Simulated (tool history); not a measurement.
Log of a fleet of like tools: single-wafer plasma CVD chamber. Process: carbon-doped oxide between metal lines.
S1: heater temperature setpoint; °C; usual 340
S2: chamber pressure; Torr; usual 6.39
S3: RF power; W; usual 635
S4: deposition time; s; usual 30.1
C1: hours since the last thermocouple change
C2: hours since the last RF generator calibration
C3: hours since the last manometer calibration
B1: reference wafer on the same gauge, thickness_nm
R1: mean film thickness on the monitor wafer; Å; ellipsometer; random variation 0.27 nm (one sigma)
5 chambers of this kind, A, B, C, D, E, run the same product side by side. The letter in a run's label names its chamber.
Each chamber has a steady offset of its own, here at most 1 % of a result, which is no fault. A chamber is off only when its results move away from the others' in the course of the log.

run   hour   S1    S2   S3    S4      C1      C2      C3      B1      R1
 1A    5.4  340  6.39  635  30.1   174.3  1702.5   708.2  193.06  1891.1
 2B    8.8  340  6.39  635  30.1   199.0  1296.7   252.5  193.04  1890.3
 3E   13.8  340  6.39  635  30.1  2280.5  1523.9  1834.4  193.03  1868.8
 4D   18.0  340  6.39  635  30.1   973.2  1143.2   103.7  193.11  1874.6
 5C   22.2  340  6.39  635  30.1   832.1  1561.0   425.7  193.15  1890.1
 6D   26.6  340  6.39  635  30.1   981.8  1151.8   112.3  193.24  1879.4
 7A   29.7  340  6.39  635  30.1   198.6  1726.8   732.5  193.27  1897.9
 8B   33.0  340  6.39  635  30.1   223.2  1320.9   276.7  193.23  1897.9
 9E   36.4  340  6.39  635  30.1  2303.1  1546.5  1857.0  193.24  1878.6
10C   39.9  340  6.39  635  30.1   849.8  1578.7   443.4  193.31  1892.1
11C   42.7  340  6.39  635  30.1   852.6  1581.5   446.2  193.29  1888.2
12B   46.0  340  6.39  635  30.1   236.2  1333.9   289.7  193.24  1893.4
13A   48.4  340  6.39  740  30.1   217.3  1745.5   751.2  193.41  2076.8
14D   53.7  340  6.39  740  30.1  1008.9  1178.9   139.4  193.41  2057.7
15E   57.1  340  6.39  740  30.1  2323.8  1567.2  1877.7  193.44  2066.2
16E   60.8  340  6.39  740  30.1  2327.5  1570.9  1881.4  193.50  2061.3
17B   64.9  340  6.39  740  30.1   255.1  1352.8   308.6  193.47  2070.2
18C   70.4  340  6.39  635  30.1   880.3  1609.2   473.9  193.55  1896.2
19D   73.2  327  6.39  565  30.1  1028.4  1198.4   158.9  193.56  1825.0
20A   76.1  327  6.39  565  30.1   245.0  1773.2   778.9  193.56  1849.0
21D   79.1  327  6.39  565  30.1  1034.3  1204.3   164.8  193.58  1825.1
22A   84.2  327  6.39  565  30.1   253.1  1781.3   787.0  193.63  1847.0
23E   89.0  327  6.39  565  30.1  2355.7  1599.1  1909.6  193.61  1822.3
24B   91.5  340  7.68  675  30.1   281.7  1379.4   335.2  193.62  1988.8
25C   94.0  340  7.68  675  30.1   903.9  1632.8   497.5  193.70  1994.8
26A   98.9  340  7.68  675  30.1   267.8  1796.0   801.7  193.81  1995.5
27D  103.8  340  7.68  675  30.1  1059.0  1229.0   189.5  193.75  1978.2
28C  109.3  340  7.68  675  30.1   919.2  1648.1   512.8  193.82  1988.6
29E  114.3  327  6.39  635  26.3  2381.0  1624.4  1934.9  193.80  1720.7
30B  117.9  327  6.39  635  26.3   308.1  1405.8   361.6  193.90  1738.1
31D  120.7  327  6.39  635  26.3  1075.9  1245.9   206.4  193.89  1723.2
32E  123.9  327  6.39  635  26.3  2390.6  1634.0  1944.5  193.88  1722.4
     127.0  -- chamber E: RF generator calibrated
33C  128.4  327  6.39  635  26.3   938.3  1667.2   531.9  193.92  1733.7
34B  133.4  340  6.39  635  30.1   323.6  1421.3   377.1  193.89  1897.0
35A  135.9  340  6.39  635  30.1   304.8  1833.0   838.7  194.01  1900.6
36D  141.1  340  6.39  635  30.1  1096.3  1266.3   226.8  194.05  1882.6
37E  145.3  340  6.39  635  30.1  2412.0    18.4  1965.9  194.06  1883.2
38B  148.1  340  6.39  635  30.1   338.3  1436.0   391.8  194.10  1901.2

Next, every chamber runs the same settings. What will each give?
39A  152.1  340  6.39  635  30.1                   ?
39B  152.1  340  6.39  635  30.1                   ?
39C  152.1  340  6.39  635  30.1                   ?
39D  152.1  340  6.39  635  30.1                   ?
39E  152.1  340  6.39  635  30.1                   ?

run      R1
39A  1907.4
39B  1896.8
39C  1903.8
39D  1885.7
39E  1886.9
